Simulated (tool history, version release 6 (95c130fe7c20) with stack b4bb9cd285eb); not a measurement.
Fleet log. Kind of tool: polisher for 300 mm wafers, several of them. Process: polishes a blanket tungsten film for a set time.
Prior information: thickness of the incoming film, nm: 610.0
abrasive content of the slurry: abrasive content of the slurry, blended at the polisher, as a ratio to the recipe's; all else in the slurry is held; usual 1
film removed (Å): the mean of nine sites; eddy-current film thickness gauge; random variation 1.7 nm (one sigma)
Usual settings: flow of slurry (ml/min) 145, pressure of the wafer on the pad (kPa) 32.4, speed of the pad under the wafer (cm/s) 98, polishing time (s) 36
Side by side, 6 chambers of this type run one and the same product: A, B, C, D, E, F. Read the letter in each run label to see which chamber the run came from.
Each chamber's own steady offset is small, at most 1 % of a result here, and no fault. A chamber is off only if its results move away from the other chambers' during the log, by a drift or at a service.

run	hour	flow of slurry (ml/min)	pressure of the wafer on the pad (kPa)	speed of the pad under the wafer (cm/s)	abrasive content of the slurry	polishing time (s)	film removed (Å)
1E	7	145	32.4	98	1	36	1885.3
# hour 8.6: chamber F: slurry tank refilled with fresh slurry and peroxide
2A	11.6	145	32.4	98	1	36	1894.2
# hour 15.4: chamber B: slurry blender recalibrated
3B	18.9	145	32.4	98	1	36	1886.2
# hour 19.6: chamber C: worn pad replaced by a new one
# hour 23: chamber F: worn pad replaced by a new one
# hour 24.1: chamber F: slurry nozzle cleaned
4D	24.7	145	32.4	98	1	36	1900.8
# hour 26: chamber F: slurry blender recalibrated
5C	29.2	145	32.4	98	1	36	1882.6
# hour 31.9: chamber B: worn pad replaced by a new one
# hour 34.1: chamber A: worn pad replaced by a new one
# hour 34.2: chamber A: slurry nozzle cleaned
6F	36	145	32.4	98	1	36	1894.4
# hour 36.6: chamber A: head pressure recalibrated
# hour 37.5: chamber A: slurry tank refilled with fresh slurry and peroxide
# hour 37.5: chamber D: worn pad replaced by a new one
7C	42.2	145	32.4	98	1	36	1878.6
# hour 44.1: chamber E: slurry tank refilled with fresh slurry and peroxide
8A	46.9	145	32.4	98	1	36	1917.3
# hour 47.9: chamber A: slurry blender recalibrated
# hour 50.2: chamber D: slurry tank refilled with fresh slurry and peroxide
9E	53.7	145	32.4	98	1	36	1897.6
10B	58.2	145	32.4	98	1	36	1894.4
11F	64.9	145	32.4	98	1	36	1872.9
# hour 68.6: chamber B: slurry tank refilled with fresh slurry and peroxide
# hour 69.9: chamber C: slurry blender recalibrated
12D	71	145	32.4	98	1	36	1914.3
13A	75.3	145	32.4	98	1	36	1864
# hour 78.6: chamber E: slurry blender recalibrated
# hour 80.2: chamber E: worn pad replaced by a new one
# hour 82.9: chamber A: worn pad replaced by a new one
14D	83.1	145	32.4	98	1	36	1893.9
# hour 88.5: chamber C: worn pad replaced by a new one
15F	90.4	145	32.4	98	1	36	1882.5
# hour 92.9: chamber B: worn pad replaced by a new one
16C	94.8	145	32.4	98	1	36	1901
# hour 97.7: chamber C: slurry tank refilled with fresh slurry and peroxide
# hour 98.2: chamber F: worn pad replaced by a new one
# hour 99.7: chamber D: slurry tank refilled with fresh slurry and peroxide
17E	100.2	145	32.4	98	1	36	1898.3
# hour 107.7: chamber E: slurry tank refilled with fresh slurry and peroxide
18B	107.9	145	32.4	98	1	36	1894.6
19A	113.9	145	32.4	98	1	36	1868.7
# hour 114.2: chamber B: slurry blender recalibrated
20D	121.4	145	32.4	98	1	36	1895.2
21B	125.7	145	32.4	98	1	36	1865.9
# hour 127.2: chamber D: worn pad replaced by a new one
22E	132.6	145	32.4	98	1	36	1881.1
23C	136.3	145	32.4	98	1	36	1929.1
# hour 139.4: chamber A: worn pad replaced by a new one
24F	143.7	145	32.4	98	0.85	36	1829.4
25E	150.8	145	32.4	98	0.85	36	1811.4
# hour 153: chamber C: worn pad replaced by a new one
# hour 153: chamber B: head pressure recalibrated
# hour 156.4: chamber D: slurry tank refilled with fresh slurry and peroxide
26F	158.6	145	32.4	98	0.85	36	1856
# hour 161.5: chamber E: worn pad replaced by a new one
27A	166.3	145	32.4	98	0.85	36	1820.9
# hour 170.2: chamber B: worn pad replaced by a new one
28C	170.2	145	32.4	98	0.85	36	1833.5
# hour 173.3: chamber F: worn pad replaced by a new one
29B	173.8	145	32.4	98	0.85	36	1639.4
# hour 176.9: chamber E: slurry tank refilled with fresh slurry and peroxide
30D	180.8	145	32.4	98	1	36	1927.5
# hour 182.3: chamber A: slurry tank refilled with fresh slurry and peroxide
# hour 188.6: chamber B: slurry tank refilled with fresh slurry and peroxide
31A	188.7	145	32.4	98	1	36	1889.1
# hour 193.7: chamber B: slurry nozzle cleaned
32C	195.1	145	32.4	98	1	36	1893.2
# hour 197.3: chamber A: worn pad replaced by a new one
# hour 200.5: chamber A: slurry blender recalibrated
33E	201.6	145	32.4	98	1	36	1913.9
34F	207	145	32.4	98	1	36	1900.9
# hour 211.4: chamber C: worn pad replaced by a new one
35B	212.1	145	32.4	98	1	36	1706.3
# hour 215.8: chamber D: worn pad replaced by a new one
36D	216.5	145	32.4	98	1	36	1902.5
# hour 216.9: chamber D: slurry tank refilled with fresh slurry and peroxide
# hour 217.4: chamber F: slurry tank refilled with fresh slurry and peroxide
37D	224.3	145	32.4	98	1	36	1886.3
# hour 231.2: chamber B: slurry blender recalibrated
38C	232	145	42.7	98	1	36	2531.9
# hour 235.1: chamber B: worn pad replaced by a new one
39A	237.9	145	42.7	98	1	36	2490.3
# hour 239.2: chamber E: head pressure recalibrated
40B	241.5	145	42.7	98	1	36	2253.8
# hour 244.7: chamber E: worn pad replaced by a new one
# hour 247.7: chamber E: slurry tank refilled with fresh slurry and peroxide
# hour 247.7: chamber A: worn pad replaced by a new one
41E	248.3	145	42.7	98	1	36	2546.4
# hour 249.8: chamber F: worn pad replaced by a new one
42F	253.4	145	42.7	98	1	36	2523.3
43C	260.4	145	42.7	98	1	36	2529.6
44A	264.5	145	32.4	98	1	36	1882.8

Predict what each chamber gives when all 6 of them run the settings below next.
45A	270.4	145	32.4	98	1	36	?
45B	270.4	145	32.4	98	1	36	?
45C	270.4	145	32.4	98	1	36	?
45D	270.4	145	32.4	98	1	36	?
45E	270.4	145	32.4	98	1	36	?
45F	270.4	145	32.4	98	1	36	?

run	film removed (Å)
45A	1903.7
45B	1724
45C	1896.1
45D	1870.6
45E	1901.9
45F	1886.7

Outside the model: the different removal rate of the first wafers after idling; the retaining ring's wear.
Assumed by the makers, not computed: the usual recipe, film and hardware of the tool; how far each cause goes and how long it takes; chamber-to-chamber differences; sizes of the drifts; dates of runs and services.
